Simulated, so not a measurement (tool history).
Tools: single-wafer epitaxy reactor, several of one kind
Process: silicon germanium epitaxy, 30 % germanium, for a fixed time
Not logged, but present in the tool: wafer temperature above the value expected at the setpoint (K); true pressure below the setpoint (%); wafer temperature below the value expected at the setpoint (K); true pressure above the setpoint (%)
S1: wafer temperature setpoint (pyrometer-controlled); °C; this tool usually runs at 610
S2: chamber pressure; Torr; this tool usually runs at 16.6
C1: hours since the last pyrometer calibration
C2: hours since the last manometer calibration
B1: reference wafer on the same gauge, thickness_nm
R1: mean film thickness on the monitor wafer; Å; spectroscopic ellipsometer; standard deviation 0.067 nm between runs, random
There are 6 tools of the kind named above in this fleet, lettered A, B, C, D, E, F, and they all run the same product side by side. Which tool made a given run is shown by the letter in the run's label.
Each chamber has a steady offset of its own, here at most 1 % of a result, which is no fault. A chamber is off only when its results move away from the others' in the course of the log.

run     day   S1    S2      C1      C2      B1      R1
      0.021  -- chamber F: pyrometer calibrated
 1C   0.346  610  16.6  2201.7   825.3  70.813  649.40
 2F   0.642  610  16.6    14.9   566.5  70.800  657.62
 3B   0.921  610  16.6   533.4   315.0  70.821  657.88
 4A   1.358  610  16.6  1475.4   606.3  70.817  659.24
 5D   1.725  610  16.6   805.6  1012.8  70.824  659.76
      1.904  -- chamber D: capacitance manometer re-zeroed and calibrated
 6E   2.008  610  19.9  1826.5   297.3  70.839  706.90
      2.225  -- chamber A: pyrometer calibrated
 7A   2.375  610  19.9     3.7   630.7  70.861  706.50
 8F   2.742  610  19.9    65.3   616.9  70.846  706.44
 9D   3.121  610  19.9   839.1    29.3  70.853  710.93
10E   3.475  610  19.9  1861.7   332.5  70.877  706.64
11B   3.975  610  19.9   606.7   388.3  70.883  708.33
12C   4.246  610  16.6  2295.3   918.9  70.874  651.17
13C   4.775  610  16.6  2308.0   931.6  70.873  650.33
14A   5.271  610  16.6    73.2   700.2  70.890  657.21
15F   5.671  610  16.6   135.6   687.2  70.910  657.06
16E   5.967  610  16.6  1921.5   392.3  70.923  657.24
17D   6.512  610  16.6   920.5   110.7  70.916  661.29
18B   7.033  610  16.6   680.1   461.7  70.931  657.26
19F   7.550  610  16.6   180.7   732.3  70.942  657.99
20B   8.021  610  16.6   703.8   485.4  70.930  657.66
21C   8.433  610  16.6  2395.8  1019.4  70.927  651.08
22E   9.008  610  16.6  1994.5   465.3  70.970  658.17
23D   9.317  599  16.6   987.8   178.0  70.980  541.71
24A   9.900  599  16.6   184.3   811.3  70.986  538.84
25F  10.475  599  16.6   250.9   802.5  71.005  539.93
26A  10.921  599  16.6   208.8   835.8  70.998  539.78
27B  11.329  599  16.6   783.2   564.8  70.994  541.79
28D  11.725  599  16.6  1045.6   235.8  71.028  542.53
     12.208  -- chamber E: pyrometer calibrated
29E  12.267  610  16.6     1.4   543.5  71.023  658.47
30C  12.733  610  16.6  2499.0  1122.6  71.028  651.84
31E  13.133  610  16.6    22.2   564.3  71.035  658.47
32B  13.483  623  13.4   834.9   616.5  71.033  759.82
33D  13.817  623  13.4  1095.8   286.0  71.051  762.41
34A  14.388  623  13.4   292.0   919.0  71.068  762.57
35C  14.946  623  13.4  2552.1  1175.7  71.084  757.26
36F  15.217  623  13.4   364.7   916.3  71.095  758.95
37F  15.700  623  13.4   376.3   927.9  71.092  759.78

Read the log: is a single chamber off, either drifting away or since a service, is the gauge that measures every chamber drifting, or is nothing wrong beyond small per-chamber offsets? Name any odd chamber and what most likely caused it.

No chamber is off; the gauge reading every chamber's wafers drifts, which makes the whole fleet appear to move together.
What lies behind it: gauge reads high (%) = 0.421.

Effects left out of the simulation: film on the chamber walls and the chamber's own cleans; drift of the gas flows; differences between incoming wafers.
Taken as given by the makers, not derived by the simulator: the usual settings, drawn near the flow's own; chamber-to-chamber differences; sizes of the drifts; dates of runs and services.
